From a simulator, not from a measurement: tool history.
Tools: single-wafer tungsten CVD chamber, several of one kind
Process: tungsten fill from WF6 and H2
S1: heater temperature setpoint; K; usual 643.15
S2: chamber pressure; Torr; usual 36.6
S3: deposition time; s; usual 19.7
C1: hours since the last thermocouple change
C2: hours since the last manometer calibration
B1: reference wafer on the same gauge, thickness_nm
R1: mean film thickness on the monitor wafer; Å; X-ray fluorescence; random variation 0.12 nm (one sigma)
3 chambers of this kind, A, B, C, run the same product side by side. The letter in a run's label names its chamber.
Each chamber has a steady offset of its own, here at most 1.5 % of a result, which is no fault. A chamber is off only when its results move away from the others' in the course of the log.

| run | day | S1 | S2 | S3 | C1 | C2 | B1 | R1 |
|---|---|---|---|---|---|---|---|---|
| 1A | 0.179 | 643.15 | 36.6 | 19.7 | 474.6 | 1473.0 | 39.099 | 346.33 |
| 2C | 0.312 | 643.15 | 36.6 | 19.7 | 930.6 | 908.3 | 39.078 | 345.80 |
| 3B | 0.596 | 643.15 | 36.6 | 19.7 | 2111.2 | 313.3 | 39.121 | 350.52 |
| 4A | 0.754 | 643.15 | 36.6 | 19.7 | 488.4 | 1486.8 | 39.087 | 345.72 |
| 5B | 0.988 | 650.15 | 36.6 | 16.3 | 2120.6 | 322.7 | 39.121 | 335.76 |
| 6C | 1.225 | 650.15 | 36.6 | 16.3 | 952.5 | 930.2 | 39.100 | 332.13 |
| 7A | 1.446 | 650.15 | 36.6 | 16.3 | 505.0 | 1503.4 | 39.118 | 330.19 |
|  | 1.571 | chamber C: thermocouple changed; heater temperature recalibrated |
| 8C | 1.642 | 643.15 | 42.6 | 16.8 | 1.7 | 940.2 | 39.131 | 318.28 |
| 9B | 1.800 | 643.15 | 42.6 | 16.8 | 2140.1 | 342.2 | 39.122 | 319.62 |
| 10C | 1.929 | 643.15 | 42.6 | 16.8 | 8.6 | 947.1 | 39.104 | 316.92 |
| 11A | 2.204 | 643.15 | 36.6 | 19.7 | 523.2 | 1521.6 | 39.073 | 346.48 |
| 12B | 2.342 | 636.15 | 36.6 | 16.4 | 2153.1 | 355.2 | 39.091 | 250.13 |
| 13A | 2.508 | 636.15 | 36.6 | 16.4 | 530.5 | 1528.9 | 39.109 | 248.33 |
| 14B | 2.729 | 636.15 | 36.6 | 16.4 | 2162.4 | 364.5 | 39.109 | 251.18 |
| 15C | 2.942 | 643.15 | 36.6 | 19.7 | 32.9 | 971.4 | 39.086 | 346.34 |
|  | 3.075 | chamber B: thermocouple changed; heater temperature recalibrated |
| 16A | 3.150 | 643.15 | 36.6 | 19.7 | 545.9 | 1544.3 | 39.109 | 345.93 |
| 17C | 3.342 | 643.15 | 36.6 | 19.7 | 42.5 | 981.0 | 39.084 | 346.21 |
| 18B | 3.583 | 649.15 | 40.9 | 19.7 | 12.2 | 385.0 | 39.111 | 417.31 |
| 19A | 3.808 | 649.15 | 40.9 | 19.7 | 561.7 | 1560.1 | 39.080 | 410.48 |
| 20B | 3.950 | 649.15 | 40.9 | 19.7 | 21.0 | 393.8 | 39.099 | 419.42 |
|  | 4.062 | chamber A: capacitance manometer re-zeroed and calibrated |
| 21C | 4.204 | 643.15 | 36.6 | 19.7 | 63.2 | 1001.7 | 39.087 | 346.35 |
| 22C | 4.346 | 643.15 | 36.6 | 19.7 | 66.6 | 1005.1 | 39.133 | 345.74 |
| 23A | 4.612 | 643.15 | 36.6 | 19.7 | 581.0 | 13.3 | 39.056 | 333.53 |
| 24B | 4.754 | 643.15 | 36.6 | 19.7 | 40.3 | 413.1 | 39.108 | 350.22 |
| 25A | 4.971 | 643.15 | 36.6 | 19.7 | 589.6 | 21.9 | 39.105 | 334.62 |
| 26C | 5.221 | 643.15 | 36.6 | 19.7 | 87.6 | 1026.1 | 39.138 | 345.95 |
| 27B | 5.404 | 643.15 | 36.6 | 19.7 | 55.9 | 428.7 | 39.089 | 350.34 |
| 28C | 5.608 | 643.15 | 36.6 | 19.7 | 96.9 | 1035.4 | 39.093 | 346.71 |
| 29B | 5.900 | 643.15 | 36.6 | 19.7 | 67.8 | 440.6 | 39.084 | 350.22 |
| 30A | 6.121 | 643.15 | 36.6 | 19.7 | 617.2 | 49.5 | 39.052 | 332.13 |
| 31A | 6.292 | 643.15 | 36.6 | 19.7 | 621.3 | 53.6 | 39.102 | 331.92 |
| 32B | 6.429 | 643.15 | 36.6 | 19.7 | 80.5 | 453.3 | 39.127 | 350.06 |
| 33C | 6.558 | 643.15 | 36.6 | 19.7 | 119.7 | 1058.2 | 39.137 | 345.48 |
| 34C | 6.754 | 643.15 | 36.6 | 19.7 | 124.4 | 1062.9 | 39.076 | 344.54 |
| 35A | 7.012 | 643.15 | 36.6 | 19.7 | 638.6 | 70.9 | 39.057 | 334.05 |

Next, every chamber runs the same settings. What will each give?
| 36A | 7.221 | 643.15 | 36.6 | 16.2 |  |  |  | ? |
| 36B | 7.221 | 643.15 | 36.6 | 16.2 |  |  |  | ? |
| 36C | 7.221 | 643.15 | 36.6 | 16.2 |  |  |  | ? |

| run | R1 |
|---|---|
| 36A | 274.94 |
| 36B | 287.39 |
| 36C | 284.49 |
